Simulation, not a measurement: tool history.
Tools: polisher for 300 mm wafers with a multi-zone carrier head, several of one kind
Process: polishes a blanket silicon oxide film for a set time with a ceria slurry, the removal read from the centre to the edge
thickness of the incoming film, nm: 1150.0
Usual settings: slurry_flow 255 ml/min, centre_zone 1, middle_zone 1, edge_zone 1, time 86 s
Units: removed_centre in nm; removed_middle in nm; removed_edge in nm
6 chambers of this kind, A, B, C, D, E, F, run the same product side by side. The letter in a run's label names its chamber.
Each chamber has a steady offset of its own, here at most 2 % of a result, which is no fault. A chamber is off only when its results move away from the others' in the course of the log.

run	hour	slurry_flow	centre_zone	middle_zone	edge_zone	time	wafers polished on this pad	hours since the slurry nozzle was cleaned	hours since the centre zone pressure was calibrated	hours since the edge zone pressure was calibrated	removed_centre	removed_middle	removed_edge
# hour 3.2: chamber B: edge zone pressure recalibrated
1B	5.4	255	1	1	1	86	574	159.2	145.7	2.3	314.92	314.37	314.75
2A	11.6	255	1	1	1	86	256	172.7	336.4	153.8	316.99	312.64	316.41
3E	16.6	255	1	1	1	86	793	79.7	686.7	368.6	321.15	315.81	322.03
4C	21	255	1	1	1	86	551	96.5	1128.1	927.8	310.57	318.41	322.33
5F	26.6	255	1	1	1	86	373	211.7	199.2	256.6	317.86	315.96	318.06
6D	34.4	255	1	1	1	86	219	114.8	634.8	504.7	315.58	314.16	322.25
7F	40.3	255	1	1	1	86	447	225.4	212.9	270.3	315.52	317.12	319.19
8C	45.4	255	1	1	1	68	684	120.9	1152.5	952.2	242.05	250.47	253.72
9E	49.1	255	1	1	1	68	970	112.2	719.2	401.1	244.35	248.11	249.67
# hour 53.8: chamber A: worn pad replaced by a new one
10B	56.2	255	1	1	1	68	851	210	196.5	53.1	253.78	249	251.57
11A	61	255	1	1	1	68	39	222.1	385.8	203.2	250.96	255.73	246.37
# hour 61.8: chamber B: slurry nozzle cleaned
12D	66.2	255	1	1	1	68	393	146.6	666.6	536.5	252.97	248.46	251.99
13D	69.9	255	1	1	1	68	413	150.3	670.3	540.2	252.18	248.77	250.01
# hour 74.7: chamber B: worn pad replaced by a new one
14F	75	255	1	1	1	86	636	260.1	247.6	305	312.34	316.02	319.66
15A	82	255	1	1	1	86	154	243.1	406.8	224.2	321.26	320.55	317.35
16B	87.2	255	1	1	0.93	86	68	25.5	227.5	84.1	320.7	316.41	309.92
# hour 88.9: chamber F: worn pad replaced by a new one
17C	95.3	255	1	1	0.93	86	956	170.8	1202.4	1002.1	310.57	322.76	301.45
# hour 100.3: chamber E: centre zone pressure recalibrated
18E	101.6	255	1	1	0.93	86	1256	164.7	1.4	453.6	304.62	310.53	299.7
19A	108.3	255	1	1	0.93	86	297	269.4	433.1	250.5	319.72	314.66	305.31
20B	113.8	255	1	1	0.93	86	213	52.1	254.1	110.7	319.13	319.36	309.09
21D	120.6	255	1	1	0.93	86	689	201	721	590.9	325.39	316.31	307.65
# hour 124.4: chamber A: centre zone pressure recalibrated
# hour 124.6: chamber E: edge zone pressure recalibrated
22F	126.8	255	1	1	1	86	206	311.9	299.4	356.8	313.06	319.11	311.86
# hour 128.5: chamber C: centre zone pressure recalibrated
# hour 133.6: chamber C: worn pad replaced by a new one
23C	134.8	255	1	1.04	1	111	6	210.3	6.4	1041.6	403.33	422.44	418.82
24E	140.4	255	1	1.04	1	111	1468	203.5	40.2	15.8	392.9	406.15	395.5
25F	146.6	255	1	1.04	1	111	314	331.7	319.2	376.6	399.88	421.69	414.37
26A	152.9	255	1	1.04	1	111	540	314	28.5	295.1	406.62	426.36	403.85
27B	158.2	255	1	1.04	1	111	455	96.5	298.5	155.1	405.53	419.12	415.93
# hour 161.4: chamber F: slurry nozzle cleaned
28C	162	255	1	1.04	1	111	155	237.5	33.6	1068.8	398.35	426.88	405.94
# hour 166.9: chamber A: worn pad replaced by a new one
29E	167.3	335	1	1	1	86	1615	230.4	67.1	42.7	307.19	301.74	302.33
30D	174	335	1	1	1	86	981	254.4	774.4	644.3	332.65	319.12	323.14
# hour 175.4: chamber D: edge zone pressure recalibrated
31F	179.1	335	1	1	1	86	492	17.7	351.7	409.1	326.41	328.87	327.1
# hour 180: chamber B: centre zone pressure recalibrated
32A	186.6	335	1	1	1	86	107	347.7	62.2	328.8	332.89	324.8	328.08
33B	194	335	1	1	1	86	650	132.3	14	190.9	329.35	323.08	320.36
34C	200	335	1	1	1	86	362	275.5	71.6	1106.8	314.78	326.46	332.8
# hour 205: chamber D: worn pad replaced by a new one
35E	207.5	255	1	1	1	86	1834	270.6	107.3	82.9	289.83	294.18	282.83
# hour 208.9: chamber F: worn pad replaced by a new one
36D	214.5	255	1	1	1	86	52	294.9	814.9	39.2	319.82	314.32	325.28
37A	219.3	255	1	1	1	86	285	380.4	94.9	361.5	318.29	318.85	318.71
38B	227	255	1	1	1	86	830	165.3	47	223.9	315.6	315.55	312.12
39E	231.6	255	1	1	1	86	1965	294.7	131.4	107	288.05	290.76	289.5
40F	238.2	255	1	1	1	86	160	76.8	410.8	468.2	314.47	317.83	321.94
41C	244.3	225	1	1	1	86	603	319.8	115.9	1151.1	303.61	309.75	311.18
42D	250	225	1	1	1	86	245	330.4	850.4	74.7	315.81	305.99	313.35
43F	255.3	225	1	1	1	86	253	93.9	427.9	485.3	311.7	309.89	305.34
44E	263.2	225	1	1	1	86	2137	326.3	163	138.6	278.14	276.05	283.12

Next, every chamber runs the same settings. What will each give?
45A	269.1	255	1	1	1	86					?	?	?
45B	269.1	255	1	1	1	86					?	?	?
45C	269.1	255	1	1	1	86					?	?	?
45D	269.1	255	1	1	1	86					?	?	?
45E	269.1	255	1	1	1	86					?	?	?
45F	269.1	255	1	1	1	86					?	?	?

run	removed_centre	removed_middle	removed_edge
45A	321.02	316.76	314.88
45B	314.2	312.44	312.36
45C	306.72	318.99	321.7
45D	315.75	316.5	317.4
45E	281.05	280.39	281.43
45F	319.69	318.86	314.07
